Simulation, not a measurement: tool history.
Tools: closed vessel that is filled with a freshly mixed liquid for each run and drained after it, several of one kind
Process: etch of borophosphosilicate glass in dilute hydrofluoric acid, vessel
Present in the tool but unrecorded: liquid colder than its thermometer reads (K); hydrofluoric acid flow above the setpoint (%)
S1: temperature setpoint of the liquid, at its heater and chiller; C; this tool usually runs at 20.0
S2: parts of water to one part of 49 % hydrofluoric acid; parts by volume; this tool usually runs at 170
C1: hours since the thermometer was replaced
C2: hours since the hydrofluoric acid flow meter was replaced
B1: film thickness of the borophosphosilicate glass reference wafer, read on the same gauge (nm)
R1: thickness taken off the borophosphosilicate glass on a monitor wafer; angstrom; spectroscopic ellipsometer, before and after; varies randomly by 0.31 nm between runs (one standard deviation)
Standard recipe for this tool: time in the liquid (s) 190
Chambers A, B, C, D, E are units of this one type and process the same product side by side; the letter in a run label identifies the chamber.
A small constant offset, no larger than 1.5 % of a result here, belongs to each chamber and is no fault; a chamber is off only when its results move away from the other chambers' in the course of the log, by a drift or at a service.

{"run": "1D", "hour": 9.1, "S1": 20.0, "S2": 170, "time in the liquid (s)": 190, "C1": 745.2, "C2": 607.8, "B1": 70.006, "R1": 523.92}
{"run": "2E", "hour": 22.9, "S1": 20.0, "S2": 170, "time in the liquid (s)": 190, "C1": 1412.2, "C2": 187.0, "B1": 70.031, "R1": 530.04}
{"run": "3B", "hour": 35.8, "S1": 20.0, "S2": 170, "time in the liquid (s)": 190, "C1": 380.4, "C2": 354.0, "B1": 69.992, "R1": 532.74}
{"run": "4A", "hour": 48.1, "S1": 20.0, "S2": 170, "time in the liquid (s)": 190, "C1": 503.5, "C2": 280.8, "B1": 69.987, "R1": 526.4}
{"run": "5C", "hour": 56.8, "S1": 20.0, "S2": 170, "time in the liquid (s)": 190, "C1": 406.5, "C2": 131.4, "B1": 69.994, "R1": 511.64}
{"run": "6E", "hour": 64.8, "S1": 22.0, "S2": 120, "time in the liquid (s)": 190, "C1": 1454.1, "C2": 228.9, "B1": 70.027, "R1": 852.07}
{"run": "7D", "hour": 73.3, "S1": 22.0, "S2": 120, "time in the liquid (s)": 190, "C1": 809.4, "C2": 672.0, "B1": 70.016, "R1": 850.34}
{"run": "8B", "hour": 85.2, "S1": 22.0, "S2": 120, "time in the liquid (s)": 190, "C1": 429.8, "C2": 403.4, "B1": 70.019, "R1": 871.29}
{"run": "9C", "hour": 98.0, "S1": 22.0, "S2": 120, "time in the liquid (s)": 190, "C1": 447.7, "C2": 172.6, "B1": 70.015, "R1": 841.92}
{"run": "10A", "hour": 109.2, "S1": 22.0, "S2": 120, "time in the liquid (s)": 190, "C1": 564.6, "C2": 341.9, "B1": 70.009, "R1": 865.04}
{"run": "11B", "hour": 117.2, "S1": 20.0, "S2": 170, "time in the liquid (s)": 190, "C1": 461.8, "C2": 435.4, "B1": 70.0, "R1": 530.24}
{"run": "12A", "hour": 130.5, "S1": 20.0, "S2": 170, "time in the liquid (s)": 190, "C1": 585.9, "C2": 363.2, "B1": 70.02, "R1": 526.34}
{"run": "13C", "hour": 137.5, "S1": 20.0, "S2": 170, "time in the liquid (s)": 190, "C1": 487.2, "C2": 212.1, "B1": 70.031, "R1": 513.39}
{"run": "14E", "hour": 151.4, "S1": 17.5, "S2": 170, "time in the liquid (s)": 190, "C1": 1540.7, "C2": 315.5, "B1": 69.974, "R1": 477.69}
{"run": "15D", "hour": 164.2, "S1": 17.5, "S2": 170, "time in the liquid (s)": 190, "C1": 900.3, "C2": 762.9, "B1": 69.986, "R1": 475.69}
{"hour": 171.8, "done": "chamber D: thermometer replaced"}
{"run": "16C", "hour": 175.8, "S1": 17.5, "S2": 170, "time in the liquid (s)": 190, "C1": 525.5, "C2": 250.4, "B1": 69.994, "R1": 467.64}
{"run": "17A", "hour": 185.6, "S1": 17.5, "S2": 170, "time in the liquid (s)": 190, "C1": 641.0, "C2": 418.3, "B1": 69.991, "R1": 484.49}
{"run": "18E", "hour": 197.2, "S1": 17.5, "S2": 170, "time in the liquid (s)": 190, "C1": 1586.5, "C2": 361.3, "B1": 69.995, "R1": 478.26}
{"hour": 199.7, "done": "chamber B: hydrofluoric acid flow meter replaced"}
{"run": "19D", "hour": 210.8, "S1": 20.0, "S2": 170, "time in the liquid (s)": 190, "C1": 39.0, "C2": 809.5, "B1": 69.959, "R1": 529.24}
{"run": "20B", "hour": 218.7, "S1": 20.0, "S2": 170, "time in the liquid (s)": 190, "C1": 563.3, "C2": 19.1, "B1": 70.009, "R1": 528.98}
{"run": "21B", "hour": 233.1, "S1": 20.0, "S2": 170, "time in the liquid (s)": 190, "C1": 577.7, "C2": 33.5, "B1": 70.034, "R1": 521.95}
{"run": "22E", "hour": 247.3, "S1": 20.0, "S2": 170, "time in the liquid (s)": 190, "C1": 1636.6, "C2": 411.4, "B1": 70.013, "R1": 534.48}
{"run": "23D", "hour": 260.0, "S1": 20.0, "S2": 170, "time in the liquid (s)": 190, "C1": 88.2, "C2": 858.7, "B1": 70.017, "R1": 525.08}
{"run": "24C", "hour": 269.8, "S1": 20.0, "S2": 240, "time in the liquid (s)": 100, "C1": 619.5, "C2": 344.4, "B1": 70.003, "R1": 178.11}
{"run": "25A", "hour": 276.4, "S1": 20.0, "S2": 240, "time in the liquid (s)": 100, "C1": 731.8, "C2": 509.1, "B1": 70.026, "R1": 190.17}
{"run": "26A", "hour": 283.4, "S1": 20.0, "S2": 240, "time in the liquid (s)": 100, "C1": 738.8, "C2": 516.1, "B1": 70.003, "R1": 188.99}
{"run": "27C", "hour": 290.3, "S1": 20.0, "S2": 240, "time in the liquid (s)": 100, "C1": 640.0, "C2": 364.9, "B1": 69.982, "R1": 177.71}
{"run": "28B", "hour": 300.8, "S1": 20.0, "S2": 240, "time in the liquid (s)": 100, "C1": 645.4, "C2": 101.2, "B1": 70.006, "R1": 181.26}
{"run": "29E", "hour": 313.5, "S1": 20.0, "S2": 170, "time in the liquid (s)": 190, "C1": 1702.8, "C2": 477.6, "B1": 69.996, "R1": 522.82}
{"run": "30D", "hour": 325.7, "S1": 20.0, "S2": 170, "time in the liquid (s)": 190, "C1": 153.9, "C2": 924.4, "B1": 69.956, "R1": 532.77}
{"run": "31C", "hour": 334.3, "S1": 22.5, "S2": 105, "time in the liquid (s)": 190, "C1": 684.0, "C2": 408.9, "B1": 69.969, "R1": 994.47}
{"run": "32D", "hour": 342.8, "S1": 22.5, "S2": 105, "time in the liquid (s)": 190, "C1": 171.0, "C2": 941.5, "B1": 69.989, "R1": 1018.9}
{"run": "33B", "hour": 352.2, "S1": 22.5, "S2": 105, "time in the liquid (s)": 190, "C1": 696.8, "C2": 152.6, "B1": 69.995, "R1": 1036.4}
{"run": "34A", "hour": 365.1, "S1": 22.5, "S2": 105, "time in the liquid (s)": 190, "C1": 820.5, "C2": 597.8, "B1": 70.0, "R1": 1063.5}
{"run": "35E", "hour": 378.3, "S1": 22.5, "S2": 105, "time in the liquid (s)": 190, "C1": 1767.6, "C2": 542.4, "B1": 69.999, "R1": 1030.1}
{"run": "36A", "hour": 386.4, "S1": 20.0, "S2": 170, "time in the liquid (s)": 190, "C1": 841.8, "C2": 619.1, "B1": 69.999, "R1": 548.95}
{"run": "37C", "hour": 392.9, "S1": 20.0, "S2": 170, "time in the liquid (s)": 190, "C1": 742.6, "C2": 467.5, "B1": 69.974, "R1": 522.58}
{"run": "38D", "hour": 406.9, "S1": 20.0, "S2": 170, "time in the liquid (s)": 190, "C1": 235.1, "C2": 1005.6, "B1": 69.99, "R1": 534.05}

Is one chamber out of step, is the gauge drifting, or do the chambers differ by no more than their own small offsets? For an off chamber, give its letter and the likeliest cause.

Chamber A drifts away from the others.
Cause: hydrofluoric acid flow above the setpoint (%) = 3.87.
The log may not tell that from: liquid hotter than its thermometer reads (K).

Here are 4 candidates for chamber A's next run, each the usual settings with a change, their results left as question marks. Which one brings its results back in line with what the others give on the usual settings?
A result is in line if it is within this distance of the other chambers' mean on the usual settings: R1 11.00 angstrom
{"run": "39A-1", "hour": 417.2, "S1": 20.0, "S2": 170, "time in the liquid (s)": 200, "R1": "?"}
{"run": "39A-2", "hour": 417.2, "S1": 20.5, "S2": 170, "time in the liquid (s)": 190, "R1": "?"}
{"run": "39A-3", "hour": 417.2, "S1": 20.0, "S2": 170, "time in the liquid (s)": 180, "R1": "?"}
{"run": "39A-4", "hour": 417.2, "S1": 19.5, "S2": 170, "time in the liquid (s)": 190, "R1": "?"}

Average result of the remaining chambers running the usual settings: R1 526.38 angstrom
run=39A-1 R1=584.56
run=39A-2 R1=566.37
run=39A-3 R1=526.11
run=39A-4 R1=544.46
39A-3 brings the chamber back in line.
